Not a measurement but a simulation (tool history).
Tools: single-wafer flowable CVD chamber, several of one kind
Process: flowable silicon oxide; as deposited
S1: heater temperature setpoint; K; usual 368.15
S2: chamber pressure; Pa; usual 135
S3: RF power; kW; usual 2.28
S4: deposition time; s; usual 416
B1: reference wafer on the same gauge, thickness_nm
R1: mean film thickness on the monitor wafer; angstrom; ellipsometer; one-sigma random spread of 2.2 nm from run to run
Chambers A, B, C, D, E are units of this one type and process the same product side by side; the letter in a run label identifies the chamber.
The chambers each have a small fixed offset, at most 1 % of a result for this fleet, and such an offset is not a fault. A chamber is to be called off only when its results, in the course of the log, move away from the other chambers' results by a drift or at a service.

{"run": "1E", "day": 0.117, "S1": 368.15, "S2": 135, "S3": 2.28, "S4": 416, "B1": 340.04, "R1": 4054.3}
{"run": "2A", "day": 0.292, "S1": 368.15, "S2": 135, "S3": 2.28, "S4": 416, "B1": 339.76, "R1": 4071.4}
{"run": "3C", "day": 0.412, "S1": 368.15, "S2": 135, "S3": 2.28, "S4": 416, "B1": 340.04, "R1": 4140.1}
{"run": "4D", "day": 0.629, "S1": 368.15, "S2": 135, "S3": 2.28, "S4": 416, "B1": 340.35, "R1": 4085.4}
{"run": "5B", "day": 0.85, "S1": 368.15, "S2": 135, "S3": 2.28, "S4": 416, "B1": 339.54, "R1": 4035.4}
{"run": "6C", "day": 1.083, "S1": 368.15, "S2": 135, "S3": 2.28, "S4": 416, "B1": 339.84, "R1": 4116.1}
{"run": "7E", "day": 1.188, "S1": 368.15, "S2": 135, "S3": 2.28, "S4": 446, "B1": 340.53, "R1": 4389.6}
{"run": "8A", "day": 1.312, "S1": 368.15, "S2": 135, "S3": 2.28, "S4": 446, "B1": 339.92, "R1": 4328.9}
{"run": "9B", "day": 1.458, "S1": 368.15, "S2": 135, "S3": 2.28, "S4": 446, "B1": 339.86, "R1": 4352.2}
{"run": "10D", "day": 1.667, "S1": 368.15, "S2": 135, "S3": 2.28, "S4": 446, "B1": 340.05, "R1": 4346}
{"run": "11D", "day": 1.862, "S1": 368.15, "S2": 135, "S3": 2.28, "S4": 446, "B1": 339.77, "R1": 4380.4}
{"run": "12A", "day": 1.975, "S1": 368.15, "S2": 135, "S3": 2.28, "S4": 416, "B1": 339.71, "R1": 4098.2}
{"run": "13E", "day": 2.1, "S1": 368.15, "S2": 135, "S3": 2.28, "S4": 416, "B1": 340.04, "R1": 4083.2}
{"run": "14B", "day": 2.321, "S1": 368.15, "S2": 135, "S3": 2.28, "S4": 416, "B1": 340.01, "R1": 4055.1}
{"run": "15C", "day": 2.45, "S1": 368.15, "S2": 135, "S3": 2.28, "S4": 416, "B1": 340.24, "R1": 4162.9}
{"run": "16C", "day": 2.679, "S1": 368.15, "S2": 135, "S3": 2.28, "S4": 416, "B1": 339.81, "R1": 4136.3}
{"run": "17D", "day": 2.879, "S1": 368.15, "S2": 135, "S3": 2.28, "S4": 416, "B1": 339.81, "R1": 4076.7}
{"run": "18B", "day": 3.054, "S1": 368.15, "S2": 135, "S3": 2.28, "S4": 416, "B1": 340.22, "R1": 4063.4}
{"run": "19E", "day": 3.175, "S1": 368.15, "S2": 135, "S3": 2.655, "S4": 416, "B1": 339.89, "R1": 4181.5}
{"run": "20A", "day": 3.283, "S1": 368.15, "S2": 135, "S3": 2.655, "S4": 416, "B1": 339.76, "R1": 4136.1}
{"run": "21D", "day": 3.421, "S1": 368.15, "S2": 135, "S3": 2.655, "S4": 416, "B1": 340.07, "R1": 4160.3}
{"run": "22B", "day": 3.604, "S1": 368.15, "S2": 135, "S3": 2.655, "S4": 416, "B1": 340.27, "R1": 4118.4}
{"run": "23C", "day": 3.808, "S1": 368.15, "S2": 135, "S3": 2.655, "S4": 416, "B1": 340.19, "R1": 4186.2}
{"run": "24E", "day": 3.992, "S1": 368.15, "S2": 135, "S3": 2.28, "S4": 416, "B1": 340.56, "R1": 4078.4}
{"run": "25A", "day": 4.112, "S1": 368.15, "S2": 135, "S3": 2.28, "S4": 416, "B1": 339.67, "R1": 4090.4}
{"run": "26B", "day": 4.317, "S1": 368.15, "S2": 135, "S3": 2.28, "S4": 416, "B1": 339.77, "R1": 4076.1}
{"run": "27A", "day": 4.45, "S1": 368.15, "S2": 135, "S3": 2.28, "S4": 416, "B1": 339.39, "R1": 4044.5}
{"run": "28E", "day": 4.671, "S1": 368.15, "S2": 112, "S3": 2.28, "S4": 416, "B1": 339.86, "R1": 3270.9}
{"run": "29D", "day": 4.8, "S1": 368.15, "S2": 112, "S3": 2.28, "S4": 416, "B1": 339.62, "R1": 3246.7}
{"run": "30C", "day": 4.971, "S1": 368.15, "S2": 112, "S3": 2.28, "S4": 416, "B1": 339.55, "R1": 3270.4}

Next, all 5 chambers run the settings below, one line each with question marks for the results. What does each chamber give?
{"run": "31A", "day": 5.138, "S1": 368.15, "S2": 135, "S3": 2.54, "S4": 416, "R1": "?"}
{"run": "31B", "day": 5.138, "S1": 368.15, "S2": 135, "S3": 2.54, "S4": 416, "R1": "?"}
{"run": "31C", "day": 5.138, "S1": 368.15, "S2": 135, "S3": 2.54, "S4": 416, "R1": "?"}
{"run": "31D", "day": 5.138, "S1": 368.15, "S2": 135, "S3": 2.54, "S4": 416, "R1": "?"}
{"run": "31E", "day": 5.138, "S1": 368.15, "S2": 135, "S3": 2.54, "S4": 416, "R1": "?"}

run=31A R1=4109.2
run=31B R1=4117.5
run=31C R1=4188.6
run=31D R1=4172.8
run=31E R1=4156.4
